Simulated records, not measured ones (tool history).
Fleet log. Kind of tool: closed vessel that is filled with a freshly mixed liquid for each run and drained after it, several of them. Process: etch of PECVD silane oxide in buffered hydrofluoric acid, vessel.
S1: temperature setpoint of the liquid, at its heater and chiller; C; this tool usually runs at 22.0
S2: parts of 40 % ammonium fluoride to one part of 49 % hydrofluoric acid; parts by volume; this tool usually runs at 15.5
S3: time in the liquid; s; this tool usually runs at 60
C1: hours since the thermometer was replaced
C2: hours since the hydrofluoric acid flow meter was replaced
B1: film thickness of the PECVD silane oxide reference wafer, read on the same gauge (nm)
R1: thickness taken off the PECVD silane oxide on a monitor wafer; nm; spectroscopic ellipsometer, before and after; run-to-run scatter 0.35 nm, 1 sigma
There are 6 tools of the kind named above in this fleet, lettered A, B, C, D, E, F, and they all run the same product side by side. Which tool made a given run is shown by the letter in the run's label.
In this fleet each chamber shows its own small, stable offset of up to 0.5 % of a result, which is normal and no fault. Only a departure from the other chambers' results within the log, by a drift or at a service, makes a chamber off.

Run 1B, hour 10.9: usual settings; C1 327.6; C2 95.8; B1 40.001. Result: R1 66.612 nm.
Run 2E, hour 23.2: usual settings; C1 1002.9; C2 263.5; B1 39.987. Result: R1 66.129 nm.
Run 3C, hour 37.1: usual settings; C1 311.9; C2 900.5; B1 39.995. Result: R1 66.089 nm.
Run 4D, hour 46.8: usual settings; C1 926.4; C2 406.5; B1 40.009. Result: R1 66.309 nm.
Run 5F, hour 56.0: usual settings; C1 1258.3; C2 747.3; B1 39.978. Result: R1 67.369 nm.
Run 6A, hour 63.6: usual settings; C1 716.7; C2 167.9; B1 39.991. Result: R1 66.495 nm.
Run 7E, hour 70.7: usual settings; C1 1050.4; C2 311.0; B1 39.994. Result: R1 66.070 nm.
Run 8A, hour 78.5: usual settings; C1 731.6; C2 182.8; B1 40.028. Result: R1 66.566 nm.
Run 9B, hour 91.2: usual settings; C1 407.9; C2 176.1; B1 39.988. Result: R1 66.301 nm.
Run 10D, hour 105.5: usual settings but S3 30 s; C1 985.1; C2 465.2; B1 40.019. Result: R1 33.005 nm.
Run 11F, hour 113.8: usual settings but S3 30 s; C1 1316.1; C2 805.1; B1 40.001. Result: R1 33.517 nm.
Run 12C, hour 124.3: usual settings but S3 30 s; C1 399.1; C2 987.7; B1 40.012. Result: R1 33.155 nm.
At hour 134.4: chamber D: hydrofluoric acid flow meter replaced.
Run 13E, hour 137.5: usual settings but S3 30 s; C1 1117.2; C2 377.8; B1 40.026. Result: R1 33.179 nm.
Run 14A, hour 147.2: usual settings but S3 30 s; C1 800.3; C2 251.5; B1 39.996. Result: R1 33.474 nm.
Run 15D, hour 160.6: usual settings but S3 30 s; C1 1040.2; C2 26.2; B1 40.021. Result: R1 33.251 nm.
Run 16F, hour 171.5: usual settings but S1 18.0 C, S2 17.5 parts by volume; C1 1373.8; C2 862.8; B1 39.986. Result: R1 48.050 nm.
Run 17B, hour 182.5: usual settings but S1 18.0 C, S2 17.5 parts by volume; C1 499.2; C2 267.4; B1 39.990. Result: R1 47.188 nm.
Run 18C, hour 196.6: usual settings but S1 18.0 C, S2 17.5 parts by volume; C1 471.4; C2 1060.0; B1 39.990. Result: R1 47.148 nm.
Run 19D, hour 208.9: usual settings but S1 18.0 C, S2 17.5 parts by volume; C1 1088.5; C2 74.5; B1 40.031. Result: R1 47.001 nm.
Run 20C, hour 222.0: usual settings but S1 18.0 C, S2 17.5 parts by volume; C1 496.8; C2 1085.4; B1 39.988. Result: R1 47.458 nm.
Run 21F, hour 235.5: usual settings but S1 18.0 C, S2 17.5 parts by volume; C1 1437.8; C2 926.8; B1 39.984. Result: R1 47.682 nm.
Run 22A, hour 243.6: usual settings; C1 896.7; C2 347.9; B1 39.988. Result: R1 66.939 nm.
Run 23E, hour 256.3: usual settings but S3 45 s; C1 1236.0; C2 496.6; B1 40.010. Result: R1 50.465 nm.
Run 24B, hour 266.7: usual settings but S3 45 s; C1 583.4; C2 351.6; B1 40.006. Result: R1 49.994 nm.
Run 25A, hour 280.6: usual settings but S3 45 s; C1 933.7; C2 384.9; B1 40.016. Result: R1 50.130 nm.
Run 26D, hour 294.0: usual settings but S3 45 s; C1 1173.6; C2 159.6; B1 40.029. Result: R1 49.651 nm.
At hour 297.9: chamber E: thermometer replaced.
Run 27F, hour 308.0: usual settings but S3 45 s; C1 1510.3; C2 999.3; B1 40.002. Result: R1 50.667 nm.
Run 28E, hour 316.4: usual settings but S3 45 s; C1 18.5; C2 556.7; B1 40.011. Result: R1 50.028 nm.
At hour 320.3: chamber E: hydrofluoric acid flow meter replaced.
Run 29C, hour 324.9: usual settings; C1 599.7; C2 1188.3; B1 39.997. Result: R1 65.967 nm.
Run 30B, hour 331.6: usual settings; C1 648.3; C2 416.5; B1 39.992. Result: R1 67.046 nm.
Run 31C, hour 345.9: usual settings; C1 620.7; C2 1209.3; B1 40.012. Result: R1 65.919 nm.
Run 32D, hour 360.2: usual settings; C1 1239.8; C2 225.8; B1 39.995. Result: R1 66.348 nm.
Run 33A, hour 370.8: usual settings; C1 1023.9; C2 475.1; B1 40.002. Result: R1 66.460 nm.
Run 34B, hour 379.1: usual settings; C1 695.8; C2 464.0; B1 40.001. Result: R1 66.186 nm.
Run 35E, hour 386.9: usual settings; C1 89.0; C2 66.6; B1 40.000. Result: R1 65.749 nm.
Run 36F, hour 398.1: usual settings; C1 1600.4; C2 1089.4; B1 39.996. Result: R1 67.029 nm.
Run 37B, hour 409.3: usual settings; C1 726.0; C2 494.2; B1 39.978. Result: R1 66.388 nm.
Run 38C, hour 418.4: usual settings; C1 693.2; C2 1281.8; B1 40.022. Result: R1 66.184 nm.

What goes on in this fleet: one chamber off, a drifting gauge, or nothing beyond the chambers' own small offsets? Name the chamber and the cause, if any.

No chamber is off and the gauge is stable; the differences are just each chamber's small, constant offset.

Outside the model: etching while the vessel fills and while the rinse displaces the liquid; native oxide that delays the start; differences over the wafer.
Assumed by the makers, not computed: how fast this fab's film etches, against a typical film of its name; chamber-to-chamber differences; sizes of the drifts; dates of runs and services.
